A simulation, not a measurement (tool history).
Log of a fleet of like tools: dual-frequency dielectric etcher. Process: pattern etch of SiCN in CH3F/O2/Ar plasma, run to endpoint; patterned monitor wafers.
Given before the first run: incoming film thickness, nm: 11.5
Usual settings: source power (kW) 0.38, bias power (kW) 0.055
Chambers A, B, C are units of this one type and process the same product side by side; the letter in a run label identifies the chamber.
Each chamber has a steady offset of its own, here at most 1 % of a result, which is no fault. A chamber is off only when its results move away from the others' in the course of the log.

Run 1B, hour 9.8: usual settings. Result: endpoint time (s) 34.287.
Run 2A, hour 24.2: usual settings. Result: endpoint time (s) 34.391.
Run 3C, hour 36.4: usual settings. Result: endpoint time (s) 34.173.
Run 4A, hour 49.2: usual settings. Result: endpoint time (s) 34.622.
Run 5C, hour 63.5: usual settings. Result: endpoint time (s) 33.984.
Run 6B, hour 76.7: usual settings but source power (kW) 0.3. Result: endpoint time (s) 37.642.
Run 7C, hour 86.5: usual settings but source power (kW) 0.3. Result: endpoint time (s) 37.538.
Run 8B, hour 101.2: usual settings but source power (kW) 0.3. Result: endpoint time (s) 38.002.
Run 9A, hour 109.1: usual settings. Result: endpoint time (s) 34.537.
At hour 123.6: chamber C: wet clean of the chamber.
Run 10A, hour 124.1: usual settings but source power (kW) 0.42. Result: endpoint time (s) 33.219.
Run 11B, hour 137: usual settings but source power (kW) 0.42. Result: endpoint time (s) 33.576.
Run 12C, hour 145: usual settings but source power (kW) 0.42. Result: endpoint time (s) 33.03.
At hour 147.3: chamber C: bias power generator calibrated.
Run 13C, hour 159.3: usual settings but source power (kW) 0.47, bias power (kW) 0.06. Result: endpoint time (s) 30.78.
Run 14A, hour 169.9: usual settings but source power (kW) 0.47, bias power (kW) 0.06. Result: endpoint time (s) 31.066.
Run 15B, hour 180.7: usual settings but source power (kW) 0.47, bias power (kW) 0.06. Result: endpoint time (s) 31.356.
Run 16C, hour 193.1: usual settings. Result: endpoint time (s) 34.326.
Run 17B, hour 205.9: usual settings. Result: endpoint time (s) 35.267.
Run 18A, hour 216: usual settings. Result: endpoint time (s) 34.693.
Run 19C, hour 228: usual settings but source power (kW) 0.45, bias power (kW) 0.047. Result: endpoint time (s) 33.766.
Run 20A, hour 235.7: usual settings but source power (kW) 0.45, bias power (kW) 0.047. Result: endpoint time (s) 34.069.
Run 21B, hour 247.8: usual settings but source power (kW) 0.45, bias power (kW) 0.047. Result: endpoint time (s) 35.165.
At hour 257.6: chamber A: wet clean of the chamber.
Run 22A, hour 259.8: usual settings. Result: endpoint time (s) 34.434.
Run 23C, hour 272.4: usual settings. Result: endpoint time (s) 34.227.
Run 24B, hour 284.6: usual settings. Result: endpoint time (s) 35.597.
Run 25B, hour 291.9: usual settings. Result: endpoint time (s) 35.966.
Run 26C, hour 307.4: usual settings. Result: endpoint time (s) 34.169.

For the next run the whole fleet of 3 chambers uses the same settings. Give each chamber's results:
Run 27A, hour 318.8: usual settings but source power (kW) 0.48. Result: endpoint time (s) ?.
Run 27B, hour 318.8: usual settings but source power (kW) 0.48. Result: endpoint time (s) ?.
Run 27C, hour 318.8: usual settings but source power (kW) 0.48. Result: endpoint time (s) ?.

run  endpoint time (s)
27A             31.585
27B             32.945
27C             31.259
